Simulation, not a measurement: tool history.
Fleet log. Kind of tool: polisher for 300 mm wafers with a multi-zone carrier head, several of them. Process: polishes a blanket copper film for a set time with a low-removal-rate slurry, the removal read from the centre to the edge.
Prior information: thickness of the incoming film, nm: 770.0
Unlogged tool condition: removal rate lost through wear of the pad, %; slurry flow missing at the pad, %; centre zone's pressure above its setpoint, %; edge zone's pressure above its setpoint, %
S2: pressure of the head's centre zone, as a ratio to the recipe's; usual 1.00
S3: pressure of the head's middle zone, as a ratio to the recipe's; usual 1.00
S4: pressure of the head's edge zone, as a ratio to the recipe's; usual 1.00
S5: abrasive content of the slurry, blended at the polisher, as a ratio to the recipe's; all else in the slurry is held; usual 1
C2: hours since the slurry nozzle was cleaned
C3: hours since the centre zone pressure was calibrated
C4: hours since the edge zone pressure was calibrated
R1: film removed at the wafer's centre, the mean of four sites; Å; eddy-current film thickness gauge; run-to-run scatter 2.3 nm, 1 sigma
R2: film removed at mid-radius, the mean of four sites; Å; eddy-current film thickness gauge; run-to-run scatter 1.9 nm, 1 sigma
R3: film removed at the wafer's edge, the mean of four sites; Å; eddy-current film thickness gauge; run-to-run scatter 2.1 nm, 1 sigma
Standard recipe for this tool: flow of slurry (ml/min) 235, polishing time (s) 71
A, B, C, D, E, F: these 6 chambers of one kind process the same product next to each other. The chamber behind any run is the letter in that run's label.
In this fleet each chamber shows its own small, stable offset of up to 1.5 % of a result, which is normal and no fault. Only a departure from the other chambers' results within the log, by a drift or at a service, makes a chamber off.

{"run": "1F", "hour": 7.2, "flow of slurry (ml/min)": 235, "S2": 1.0, "S3": 1.0, "S4": 1.0, "S5": 1, "polishing time (s)": 71, "wafers polished on this pad": 283, "C2": 113.3, "C3": 404.7, "C4": 463.0, "R1": 2056.3, "R2": 2004.5, "R3": 2009.4}
{"hour": 10.9, "done": "chamber A: centre zone pressure recalibrated"}
{"run": "2C", "hour": 12.5, "flow of slurry (ml/min)": 235, "S2": 1.0, "S3": 1.0, "S4": 1.0, "S5": 1, "polishing time (s)": 71, "wafers polished on this pad": 653, "C2": 504.6, "C3": 407.1, "C4": 62.0, "R1": 2024.8, "R2": 1995.8, "R3": 2013.5}
{"hour": 14.7, "done": "chamber C: worn pad replaced by a new one"}
{"run": "3D", "hour": 18.0, "flow of slurry (ml/min)": 235, "S2": 1.0, "S3": 1.0, "S4": 1.0, "S5": 1, "polishing time (s)": 71, "wafers polished on this pad": 713, "C2": 18.1, "C3": 540.3, "C4": 360.0, "R1": 2019.4, "R2": 2074.3, "R3": 2037.1}
{"run": "4E", "hour": 23.3, "flow of slurry (ml/min)": 235, "S2": 1.0, "S3": 1.0, "S4": 1.0, "S5": 1, "polishing time (s)": 71, "wafers polished on this pad": 757, "C2": 134.3, "C3": 935.2, "C4": 111.2, "R1": 2038.4, "R2": 2060.3, "R3": 2012.9}
{"hour": 25.3, "done": "chamber D: edge zone pressure recalibrated"}
{"run": "5A", "hour": 28.3, "flow of slurry (ml/min)": 235, "S2": 1.0, "S3": 1.0, "S4": 1.0, "S5": 1, "polishing time (s)": 71, "wafers polished on this pad": 363, "C2": 181.6, "C3": 17.5, "C4": 619.8, "R1": 2046.7, "R2": 2012.3, "R3": 2034.2}
{"hour": 31.4, "done": "chamber D: worn pad replaced by a new one"}
{"run": "6B", "hour": 34.6, "flow of slurry (ml/min)": 235, "S2": 1.0, "S3": 1.0, "S4": 1.0, "S5": 1, "polishing time (s)": 71, "wafers polished on this pad": 407, "C2": 286.1, "C3": 604.4, "C4": 143.0, "R1": 2044.9, "R2": 2030.9, "R3": 2038.9}
{"run": "7E", "hour": 42.2, "flow of slurry (ml/min)": 235, "S2": 1.0, "S3": 1.0, "S4": 1.0, "S5": 1, "polishing time (s)": 71, "wafers polished on this pad": 924, "C2": 153.2, "C3": 954.1, "C4": 130.1, "R1": 2056.1, "R2": 1991.9, "R3": 2014.1}
{"run": "8A", "hour": 49.0, "flow of slurry (ml/min)": 235, "S2": 1.0, "S3": 1.0, "S4": 1.0, "S5": 1, "polishing time (s)": 71, "wafers polished on this pad": 546, "C2": 202.3, "C3": 38.2, "C4": 640.5, "R1": 2006.7, "R2": 2015.7, "R3": 1995.9}
{"run": "9F", "hour": 52.9, "flow of slurry (ml/min)": 235, "S2": 1.0, "S3": 1.0, "S4": 1.0, "S5": 1, "polishing time (s)": 71, "wafers polished on this pad": 687, "C2": 159.0, "C3": 450.4, "C4": 508.7, "R1": 2041.2, "R2": 2013.0, "R3": 2042.0}
{"run": "10B", "hour": 59.5, "flow of slurry (ml/min)": 235, "S2": 1.0, "S3": 1.0, "S4": 1.0, "S5": 1, "polishing time (s)": 71, "wafers polished on this pad": 627, "C2": 311.0, "C3": 629.3, "C4": 167.9, "R1": 2005.9, "R2": 2019.1, "R3": 2030.7}
{"run": "11D", "hour": 66.2, "flow of slurry (ml/min)": 235, "S2": 1.0, "S3": 1.0, "S4": 1.0, "S5": 1, "polishing time (s)": 71, "wafers polished on this pad": 308, "C2": 66.3, "C3": 588.5, "C4": 40.9, "R1": 1961.8, "R2": 2069.8, "R3": 1995.7}
{"hour": 70.5, "done": "chamber E: worn pad replaced by a new one"}
{"run": "12C", "hour": 71.4, "flow of slurry (ml/min)": 235, "S2": 0.96, "S3": 1.0, "S4": 0.94, "S5": 1, "polishing time (s)": 71, "wafers polished on this pad": 501, "C2": 563.5, "C3": 466.0, "C4": 120.9, "R1": 1909.2, "R2": 1979.7, "R3": 1944.6}
{"run": "13F", "hour": 76.7, "flow of slurry (ml/min)": 235, "S2": 0.96, "S3": 1.0, "S4": 0.94, "S5": 1, "polishing time (s)": 71, "wafers polished on this pad": 897, "C2": 182.8, "C3": 474.2, "C4": 532.5, "R1": 1905.5, "R2": 2053.4, "R3": 1945.9}
{"hour": 79.8, "done": "chamber C: worn pad replaced by a new one"}
{"run": "14E", "hour": 83.7, "flow of slurry (ml/min)": 235, "S2": 0.96, "S3": 1.0, "S4": 0.94, "S5": 1, "polishing time (s)": 71, "wafers polished on this pad": 117, "C2": 194.7, "C3": 995.6, "C4": 171.6, "R1": 1944.4, "R2": 2023.0, "R3": 1957.1}
{"run": "15A", "hour": 90.7, "flow of slurry (ml/min)": 235, "S2": 0.96, "S3": 1.0, "S4": 0.94, "S5": 1, "polishing time (s)": 71, "wafers polished on this pad": 915, "C2": 244.0, "C3": 79.9, "C4": 682.2, "R1": 1931.1, "R2": 2036.4, "R3": 1943.7}
{"run": "16D", "hour": 98.7, "flow of slurry (ml/min)": 235, "S2": 0.96, "S3": 1.0, "S4": 0.94, "S5": 1, "polishing time (s)": 71, "wafers polished on this pad": 595, "C2": 98.8, "C3": 621.0, "C4": 73.4, "R1": 1936.1, "R2": 2039.7, "R3": 1927.1}
{"hour": 102.9, "done": "chamber B: worn pad replaced by a new one"}
{"run": "17C", "hour": 106.7, "flow of slurry (ml/min)": 235, "S2": 0.96, "S3": 1.0, "S4": 0.94, "S5": 1, "polishing time (s)": 71, "wafers polished on this pad": 238, "C2": 598.8, "C3": 501.3, "C4": 156.2, "R1": 1906.3, "R2": 2028.8, "R3": 1972.2}
{"hour": 111.2, "done": "chamber A: worn pad replaced by a new one"}
{"run": "18B", "hour": 112.8, "flow of slurry (ml/min)": 235, "S2": 1.0, "S3": 1.0, "S4": 1.0, "S5": 1, "polishing time (s)": 71, "wafers polished on this pad": 87, "C2": 364.3, "C3": 682.6, "C4": 221.2, "R1": 2038.4, "R2": 2059.1, "R3": 2052.8}
{"run": "19C", "hour": 120.1, "flow of slurry (ml/min)": 235, "S2": 1.0, "S3": 1.0, "S4": 1.0, "S5": 1, "polishing time (s)": 71, "wafers polished on this pad": 356, "C2": 612.2, "C3": 514.7, "C4": 169.6, "R1": 2045.6, "R2": 2004.5, "R3": 2022.3}
{"run": "20E", "hour": 126.3, "flow of slurry (ml/min)": 235, "S2": 1.0, "S3": 1.0, "S4": 1.0, "S5": 1, "polishing time (s)": 71, "wafers polished on this pad": 494, "C2": 237.3, "C3": 1038.2, "C4": 214.2, "R1": 2060.5, "R2": 2047.3, "R3": 2060.2}
{"run": "21A", "hour": 130.3, "flow of slurry (ml/min)": 235, "S2": 1.0, "S3": 1.0, "S4": 1.0, "S5": 1, "polishing time (s)": 71, "wafers polished on this pad": 169, "C2": 283.6, "C3": 119.5, "C4": 721.8, "R1": 2023.5, "R2": 2008.4, "R3": 2002.7}
{"hour": 137.6, "done": "chamber A: slurry nozzle cleaned"}
{"run": "22F", "hour": 137.6, "flow of slurry (ml/min)": 235, "S2": 1.0, "S3": 1.0, "S4": 1.0, "S5": 1, "polishing time (s)": 71, "wafers polished on this pad": 1436, "C2": 243.7, "C3": 535.1, "C4": 593.4, "R1": 1994.7, "R2": 1967.5, "R3": 1959.1}
{"run": "23D", "hour": 142.5, "flow of slurry (ml/min)": 235, "S2": 1.0, "S3": 1.0, "S4": 1.0, "S5": 1, "polishing time (s)": 71, "wafers polished on this pad": 982, "C2": 142.6, "C3": 664.8, "C4": 117.2, "R1": 2002.3, "R2": 2070.9, "R3": 2024.6}
{"hour": 145.4, "done": "chamber D: worn pad replaced by a new one"}
{"hour": 145.8, "done": "chamber E: centre zone pressure recalibrated"}
{"run": "24B", "hour": 146.1, "flow of slurry (ml/min)": 235, "S2": 1.0, "S3": 1.0, "S4": 1.0, "S5": 1, "polishing time (s)": 71, "wafers polished on this pad": 382, "C2": 397.6, "C3": 715.9, "C4": 254.5, "R1": 2032.6, "R2": 2013.7, "R3": 2031.9}
{"run": "25F", "hour": 153.6, "flow of slurry (ml/min)": 235, "S2": 1.0, "S3": 1.0, "S4": 1.0, "S5": 1, "polishing time (s)": 71, "wafers polished on this pad": 1577, "C2": 259.7, "C3": 551.1, "C4": 609.4, "R1": 1942.7, "R2": 1948.1, "R3": 1960.4}
{"hour": 155.6, "done": "chamber C: centre zone pressure recalibrated"}
{"run": "26C", "hour": 158.5, "flow of slurry (ml/min)": 235, "S2": 1.0, "S3": 1.0, "S4": 1.0, "S5": 1, "polishing time (s)": 71, "wafers polished on this pad": 696, "C2": 650.6, "C3": 3.0, "C4": 208.0, "R1": 1994.1, "R2": 1993.7, "R3": 2046.5}
{"hour": 161.1, "done": "chamber C: worn pad replaced by a new one"}
{"run": "27B", "hour": 162.4, "flow of slurry (ml/min)": 235, "S2": 1.0, "S3": 1.0, "S4": 1.0, "S5": 1, "polishing time (s)": 71, "wafers polished on this pad": 526, "C2": 413.9, "C3": 732.2, "C4": 270.8, "R1": 2047.6, "R2": 2044.0, "R3": 2030.9}
{"run": "28E", "hour": 169.2, "flow of slurry (ml/min)": 235, "S2": 1.0, "S3": 1.0, "S4": 1.0, "S5": 1, "polishing time (s)": 71, "wafers polished on this pad": 873, "C2": 280.2, "C3": 23.5, "C4": 257.1, "R1": 2001.1, "R2": 2005.1, "R3": 2025.5}
{"run": "29A", "hour": 174.0, "flow of slurry (ml/min)": 235, "S2": 1.0, "S3": 1.0, "S4": 1.0, "S5": 1, "polishing time (s)": 71, "wafers polished on this pad": 556, "C2": 36.4, "C3": 163.2, "C4": 765.5, "R1": 2041.8, "R2": 2026.3, "R3": 2044.9}
{"run": "30D", "hour": 182.0, "flow of slurry (ml/min)": 235, "S2": 1.0, "S3": 1.0, "S4": 1.0, "S5": 1, "polishing time (s)": 71, "wafers polished on this pad": 323, "C2": 182.1, "C3": 704.3, "C4": 156.7, "R1": 2013.2, "R2": 2051.4, "R3": 1960.2}
{"run": "31E", "hour": 186.6, "flow of slurry (ml/min)": 235, "S2": 1.0, "S3": 1.0, "S4": 1.0, "S5": 1, "polishing time (s)": 71, "wafers polished on this pad": 1027, "C2": 297.6, "C3": 40.9, "C4": 274.5, "R1": 2061.2, "R2": 2063.0, "R3": 1994.3}
{"run": "32C", "hour": 193.0, "flow of slurry (ml/min)": 235, "S2": 1.0, "S3": 1.0, "S4": 1.0, "S5": 1, "polishing time (s)": 71, "wafers polished on this pad": 282, "C2": 685.1, "C3": 37.5, "C4": 242.5, "R1": 2027.0, "R2": 2017.5, "R3": 2036.6}
{"hour": 197.3, "done": "chamber F: centre zone pressure recalibrated"}
{"run": "33F", "hour": 199.7, "flow of slurry (ml/min)": 265, "S2": 1.0, "S3": 1.0, "S4": 1.0, "S5": 1, "polishing time (s)": 88, "wafers polished on this pad": 1985, "C2": 305.8, "C3": 2.5, "C4": 655.5, "R1": 2410.3, "R2": 2389.4, "R3": 2341.3}
{"run": "34A", "hour": 207.8, "flow of slurry (ml/min)": 265, "S2": 1.0, "S3": 1.0, "S4": 1.0, "S5": 1, "polishing time (s)": 88, "wafers polished on this pad": 854, "C2": 70.2, "C3": 197.0, "C4": 799.3, "R1": 2518.6, "R2": 2508.7, "R3": 2440.1}
{"run": "35D", "hour": 212.5, "flow of slurry (ml/min)": 265, "S2": 1.0, "S3": 1.0, "S4": 1.0, "S5": 1, "polishing time (s)": 88, "wafers polished on this pad": 593, "C2": 212.6, "C3": 734.8, "C4": 187.2, "R1": 2465.0, "R2": 2579.4, "R3": 2535.3}
{"hour": 212.6, "done": "chamber B: worn pad replaced by a new one"}
{"run": "36B", "hour": 218.0, "flow of slurry (ml/min)": 265, "S2": 1.0, "S3": 1.0, "S4": 1.0, "S5": 1, "polishing time (s)": 88, "wafers polished on this pad": 48, "C2": 469.5, "C3": 787.8, "C4": 326.4, "R1": 2536.9, "R2": 2538.9, "R3": 2581.1}
{"run": "37B", "hour": 223.1, "flow of slurry (ml/min)": 265, "S2": 1.0, "S3": 1.0, "S4": 1.0, "S5": 1, "polishing time (s)": 88, "wafers polished on this pad": 93, "C2": 474.6, "C3": 792.9, "C4": 331.5, "R1": 2511.5, "R2": 2546.0, "R3": 2609.4}
{"hour": 224.3, "done": "chamber C: worn pad replaced by a new one"}
{"run": "38C", "hour": 227.1, "flow of slurry (ml/min)": 265, "S2": 1.0, "S3": 1.0, "S4": 1.0, "S5": 1, "polishing time (s)": 88, "wafers polished on this pad": 25, "C2": 719.2, "C3": 71.6, "C4": 276.6, "R1": 2532.5, "R2": 2503.8, "R3": 2522.3}
{"hour": 234.9, "done": "chamber E: worn pad replaced by a new one"}
{"run": "39D", "hour": 235.3, "flow of slurry (ml/min)": 235, "S2": 1.0, "S3": 1.0, "S4": 1.0, "S5": 1, "polishing time (s)": 71, "wafers polished on this pad": 795, "C2": 235.4, "C3": 757.6, "C4": 210.0, "R1": 1993.5, "R2": 2056.6, "R3": 2020.5}
{"run": "40E", "hour": 238.9, "flow of slurry (ml/min)": 235, "S2": 1.0, "S3": 1.0, "S4": 1.0, "S5": 1, "polishing time (s)": 71, "wafers polished on this pad": 36, "C2": 349.9, "C3": 93.2, "C4": 326.8, "R1": 2022.1, "R2": 2038.6, "R3": 1964.8}

The same settings go to every chamber for the next run, one line per chamber below. Forecast the results for each:
{"run": "41A", "hour": 244.8, "flow of slurry (ml/min)": 235, "S2": 1.0, "S3": 0.96, "S4": 1.0, "S5": 1, "polishing time (s)": 71, "R1": "?", "R2": "?", "R3": "?"}
{"run": "41B", "hour": 244.8, "flow of slurry (ml/min)": 235, "S2": 1.0, "S3": 0.96, "S4": 1.0, "S5": 1, "polishing time (s)": 71, "R1": "?", "R2": "?", "R3": "?"}
{"run": "41C", "hour": 244.8, "flow of slurry (ml/min)": 235, "S2": 1.0, "S3": 0.96, "S4": 1.0, "S5": 1, "polishing time (s)": 71, "R1": "?", "R2": "?", "R3": "?"}
{"run": "41D", "hour": 244.8, "flow of slurry (ml/min)": 235, "S2": 1.0, "S3": 0.96, "S4": 1.0, "S5": 1, "polishing time (s)": 71, "R1": "?", "R2": "?", "R3": "?"}
{"run": "41E", "hour": 244.8, "flow of slurry (ml/min)": 235, "S2": 1.0, "S3": 0.96, "S4": 1.0, "S5": 1, "polishing time (s)": 71, "R1": "?", "R2": "?", "R3": "?"}
{"run": "41F", "hour": 244.8, "flow of slurry (ml/min)": 235, "S2": 1.0, "S3": 0.96, "S4": 1.0, "S5": 1, "polishing time (s)": 71, "R1": "?", "R2": "?", "R3": "?"}

run=41A R1=2021.3 R2=1930.0 R3=1977.3
run=41B R1=2078.2 R2=1959.8 R3=2025.5
run=41C R1=1993.1 R2=1940.5 R3=2009.4
run=41D R1=2000.6 R2=1979.8 R3=2003.5
run=41E R1=2058.2 R2=1945.5 R3=2051.2
run=41F R1=1867.0 R2=1783.3 R3=1800.8
